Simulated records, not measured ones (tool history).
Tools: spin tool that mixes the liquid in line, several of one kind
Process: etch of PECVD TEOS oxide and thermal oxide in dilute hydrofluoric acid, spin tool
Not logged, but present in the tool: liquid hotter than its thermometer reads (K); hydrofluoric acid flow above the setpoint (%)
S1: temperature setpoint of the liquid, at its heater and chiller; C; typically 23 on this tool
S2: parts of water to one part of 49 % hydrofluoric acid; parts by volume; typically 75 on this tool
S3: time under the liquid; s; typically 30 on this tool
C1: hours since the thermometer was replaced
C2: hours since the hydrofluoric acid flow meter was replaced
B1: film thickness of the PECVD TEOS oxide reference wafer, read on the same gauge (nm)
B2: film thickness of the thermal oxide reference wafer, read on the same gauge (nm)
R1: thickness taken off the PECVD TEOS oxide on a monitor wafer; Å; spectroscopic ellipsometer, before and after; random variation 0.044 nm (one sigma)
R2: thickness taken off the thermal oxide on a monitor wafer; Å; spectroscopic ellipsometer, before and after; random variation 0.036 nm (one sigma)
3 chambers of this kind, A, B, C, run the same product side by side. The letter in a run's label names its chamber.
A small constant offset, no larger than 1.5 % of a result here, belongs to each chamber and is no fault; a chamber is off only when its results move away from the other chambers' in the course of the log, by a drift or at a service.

run 1B hour=7.0 | S1=23 S2=75 S3=30 | C1=175.7 C2=438.5 | B1=60.007 B2=50.004 | R1=75.197 R2=18.725
run 2C hour=14.7 | S1=23 S2=75 S3=30 | C1=2180.1 C2=1771.8 | B1=59.996 B2=50.000 | R1=74.309 R2=19.026
run 3A hour=19.7 | S1=23 S2=75 S3=30 | C1=610.7 C2=2250.2 | B1=60.021 B2=49.999 | R1=74.747 R2=18.276
run 4B hour=24.4 | S1=23 S2=75 S3=30 | C1=193.1 C2=455.9 | B1=60.008 B2=50.003 | R1=75.594 R2=18.519
run 5A hour=30.7 | S1=19 S2=100 S3=30 | C1=621.7 C2=2261.2 | B1=59.991 B2=50.012 | R1=47.038 R2=11.463
run 6C hour=35.3 | S1=19 S2=100 S3=30 | C1=2200.7 C2=1792.4 | B1=60.001 B2=50.006 | R1=46.131 R2=11.872
run 7C hour=43.1 | S1=19 S2=100 S3=30 | C1=2208.5 C2=1800.2 | B1=60.004 B2=49.988 | R1=46.165 R2=11.415
run 8B hour=49.6 | S1=23 S2=75 S3=30 | C1=218.3 C2=481.1 | B1=59.980 B2=49.994 | R1=75.963 R2=19.268
run 9A hour=55.5 | S1=23 S2=75 S3=30 | C1=646.5 C2=2286.0 | B1=60.027 B2=50.011 | R1=75.208 R2=18.998
run 10A hour=65.8 | S1=23 S2=75 S3=30 | C1=656.8 C2=2296.3 | B1=59.980 B2=50.005 | R1=74.761 R2=19.199
-- hour=69.7 chamber C: hydrofluoric acid flow meter replaced
run 11B hour=70.7 | S1=23 S2=75 S3=30 | C1=239.4 C2=502.2 | B1=60.012 B2=50.003 | R1=76.008 R2=19.248
run 12C hour=76.0 | S1=23 S2=75 S3=30 | C1=2241.4 C2=6.3 | B1=59.987 B2=49.976 | R1=73.620 R2=18.444
-- hour=80.5 chamber C: thermometer replaced
run 13B hour=83.9 | S1=23 S2=75 S3=30 | C1=252.6 C2=515.4 | B1=60.003 B2=50.006 | R1=76.153 R2=18.592
run 14A hour=92.2 | S1=23 S2=75 S3=30 | C1=683.2 C2=2322.7 | B1=60.014 B2=50.017 | R1=74.899 R2=17.780
run 15C hour=98.1 | S1=23 S2=75 S3=30 | C1=17.6 C2=28.4 | B1=60.014 B2=50.012 | R1=74.806 R2=18.541
run 16A hour=106.7 | S1=23 S2=75 S3=30 | C1=697.7 C2=2337.2 | B1=59.993 B2=50.012 | R1=74.269 R2=18.292
run 17C hour=111.9 | S1=23 S2=75 S3=30 | C1=31.4 C2=42.2 | B1=59.992 B2=49.997 | R1=73.692 R2=18.193
run 18B hour=120.6 | S1=23 S2=75 S3=30 | C1=289.3 C2=552.1 | B1=60.009 B2=50.012 | R1=74.805 R2=18.317
run 19B hour=130.9 | S1=23 S2=75 S3=30 | C1=299.6 C2=562.4 | B1=59.994 B2=49.999 | R1=75.918 R2=18.639
run 20A hour=140.7 | S1=23 S2=75 S3=30 | C1=731.7 C2=2371.2 | B1=60.009 B2=50.012 | R1=75.362 R2=18.128
run 21C hour=148.0 | S1=23 S2=75 S3=30 | C1=67.5 C2=78.3 | B1=59.999 B2=49.997 | R1=73.972 R2=19.174
run 22B hour=158.3 | S1=23 S2=75 S3=30 | C1=327.0 C2=589.8 | B1=60.022 B2=50.001 | R1=76.029 R2=18.726
run 23A hour=164.6 | S1=23 S2=75 S3=30 | C1=755.6 C2=2395.1 | B1=59.995 B2=49.993 | R1=74.920 R2=18.147
run 24C hour=171.6 | S1=23 S2=75 S3=30 | C1=91.1 C2=101.9 | B1=60.004 B2=49.995 | R1=74.518 R2=18.945
run 25B hour=181.7 | S1=23 S2=75 S3=30 | C1=350.4 C2=613.2 | B1=60.016 B2=50.006 | R1=75.449 R2=18.181

Each of the 3 chambers runs these same settings next. Fill in every chamber's results:
run 26A hour=189.1 | S1=21 S2=75 S3=30 | R1=? R2=?
run 26B hour=189.1 | S1=21 S2=75 S3=30 | R1=? R2=?
run 26C hour=189.1 | S1=21 S2=75 S3=30 | R1=? R2=?

run=26A R1=68.586 R2=17.094
run=26B R1=70.258 R2=17.032
run=26C R1=68.465 R2=17.142
